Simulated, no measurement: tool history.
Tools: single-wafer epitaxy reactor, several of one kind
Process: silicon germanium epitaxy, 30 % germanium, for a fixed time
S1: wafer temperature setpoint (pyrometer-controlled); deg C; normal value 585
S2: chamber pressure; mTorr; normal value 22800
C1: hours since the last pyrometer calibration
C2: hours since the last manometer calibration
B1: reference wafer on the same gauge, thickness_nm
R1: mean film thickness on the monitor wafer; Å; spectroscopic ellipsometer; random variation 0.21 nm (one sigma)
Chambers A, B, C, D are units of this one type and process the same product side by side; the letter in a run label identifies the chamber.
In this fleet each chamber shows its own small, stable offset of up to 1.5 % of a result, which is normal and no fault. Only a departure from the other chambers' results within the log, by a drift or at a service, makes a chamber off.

Run 1D, hour 5.5: usual settings; C1 546.5; C2 301.9; B1 48.092. Result: R1 473.11 Å.
Run 2A, hour 13.9: usual settings; C1 1172.5; C2 621.8; B1 48.080. Result: R1 462.60 Å.
Run 3B, hour 23.5: usual settings; C1 1523.6; C2 332.9; B1 48.134. Result: R1 472.27 Å.
Run 4C, hour 31.3: usual settings; C1 477.5; C2 1141.8; B1 48.115. Result: R1 471.44 Å.
Run 5B, hour 37.9: usual settings; C1 1538.0; C2 347.3; B1 48.106. Result: R1 472.78 Å.
Run 6C, hour 45.7: usual settings; C1 491.9; C2 1156.2; B1 48.112. Result: R1 469.34 Å.
Run 7A, hour 51.8: usual settings; C1 1210.4; C2 659.7; B1 48.098. Result: R1 464.61 Å.
Run 8D, hour 57.3: usual settings; C1 598.3; C2 353.7; B1 48.113. Result: R1 475.71 Å.
Run 9C, hour 67.0: usual settings; C1 513.2; C2 1177.5; B1 48.043. Result: R1 470.69 Å.
Run 10D, hour 74.1: usual settings; C1 615.1; C2 370.5; B1 48.094. Result: R1 475.74 Å.
Run 11A, hour 83.1: usual settings; C1 1241.7; C2 691.0; B1 48.064. Result: R1 463.19 Å.
Run 12B, hour 91.9: usual settings; C1 1592.0; C2 401.3; B1 48.122. Result: R1 469.27 Å.
Run 13A, hour 100.6: usual settings; C1 1259.2; C2 708.5; B1 48.073. Result: R1 462.59 Å.
Run 14D, hour 108.3: usual settings; C1 649.3; C2 404.7; B1 48.094. Result: R1 478.19 Å.
Run 15B, hour 114.2: usual settings; C1 1614.3; C2 423.6; B1 48.072. Result: R1 471.28 Å.
Run 16C, hour 125.3: usual settings; C1 571.5; C2 1235.8; B1 48.086. Result: R1 470.86 Å.
Run 17D, hour 135.7: usual settings; C1 676.7; C2 432.1; B1 48.063. Result: R1 483.26 Å.
Run 18A, hour 142.7: usual settings; C1 1301.3; C2 750.6; B1 48.028. Result: R1 464.89 Å.
Run 19B, hour 154.3: usual settings; C1 1654.4; C2 463.7; B1 48.102. Result: R1 472.64 Å.
Run 20C, hour 160.2: usual settings; C1 606.4; C2 1270.7; B1 48.073. Result: R1 469.65 Å.
Run 21B, hour 168.1: usual settings; C1 1668.2; C2 477.5; B1 48.095. Result: R1 472.31 Å.
Run 22D, hour 178.5: usual settings; C1 719.5; C2 474.9; B1 48.064. Result: R1 485.87 Å.
Run 23C, hour 188.5: usual settings; C1 634.7; C2 1299.0; B1 48.114. Result: R1 467.50 Å.
Run 24A, hour 194.0: usual settings but S1 595 deg C, S2 19000 mTorr; C1 1352.6; C2 801.9; B1 48.023. Result: R1 520.80 Å.
Run 25A, hour 199.8: usual settings but S1 595 deg C, S2 19000 mTorr; C1 1358.4; C2 807.7; B1 48.116. Result: R1 523.67 Å.
At hour 205.3: chamber B: pyrometer calibrated.
Run 26B, hour 205.6: usual settings but S1 595 deg C, S2 19000 mTorr; C1 0.4; C2 515.0; B1 48.131. Result: R1 530.83 Å.
Run 27D, hour 213.4: usual settings but S1 595 deg C, S2 19000 mTorr; C1 754.4; C2 509.8; B1 48.101. Result: R1 556.52 Å.
Run 28C, hour 224.1: usual settings; C1 670.3; C2 1334.6; B1 48.088. Result: R1 472.46 Å.
Run 29A, hour 231.0: usual settings; C1 1389.6; C2 838.9; B1 48.109. Result: R1 467.13 Å.
Run 30C, hour 241.9: usual settings; C1 688.1; C2 1352.4; B1 48.128. Result: R1 466.61 Å.
Run 31B, hour 247.5: usual settings; C1 42.3; C2 556.9; B1 48.080. Result: R1 470.06 Å.
Run 32D, hour 258.1: usual settings; C1 799.1; C2 554.5; B1 48.074. Result: R1 499.94 Å.
Run 33A, hour 265.5: usual settings; C1 1424.1; C2 873.4; B1 48.087. Result: R1 466.77 Å.
Run 34C, hour 275.0: usual settings; C1 721.2; C2 1385.5; B1 48.070. Result: R1 472.68 Å.
Run 35B, hour 285.2: usual settings; C1 80.0; C2 594.6; B1 48.125. Result: R1 470.08 Å.

What goes on in this fleet: one chamber off, a drifting gauge, or nothing beyond the chambers' own small offsets? Name the chamber and the cause, if any.

Little by little, chamber D moves away from the other chambers.
Cause: wafer temperature above the value expected at the setpoint (K) = 3.11.

Which of the 4 candidates below, each the usual settings with something changed and its results left as question marks, puts chamber D back in line with what the other chambers give on the usual settings?
A result is in line if it is within this distance of the other chambers' mean on the usual settings: R1 7.40 Å
Run 36D-1, hour 294.1: usual settings but S1 586 deg C, S2 22900 mTorr. Result: R1 ?.
Run 36D-2, hour 294.1: usual settings but S2 26900 mTorr. Result: R1 ?.
Run 36D-3, hour 294.1: usual settings but S1 582 deg C, S2 22400 mTorr. Result: R1 ?.
Run 36D-4, hour 294.1: usual settings but S1 584 deg C, S2 22700 mTorr. Result: R1 ?.

Other chambers, usual settings, mean: R1 468.06 Å
  run      R1
36D-1  513.59
36D-2  536.89
36D-3  471.71
36D-4  492.69
With 36D-3, the chamber falls back in line with the rest.

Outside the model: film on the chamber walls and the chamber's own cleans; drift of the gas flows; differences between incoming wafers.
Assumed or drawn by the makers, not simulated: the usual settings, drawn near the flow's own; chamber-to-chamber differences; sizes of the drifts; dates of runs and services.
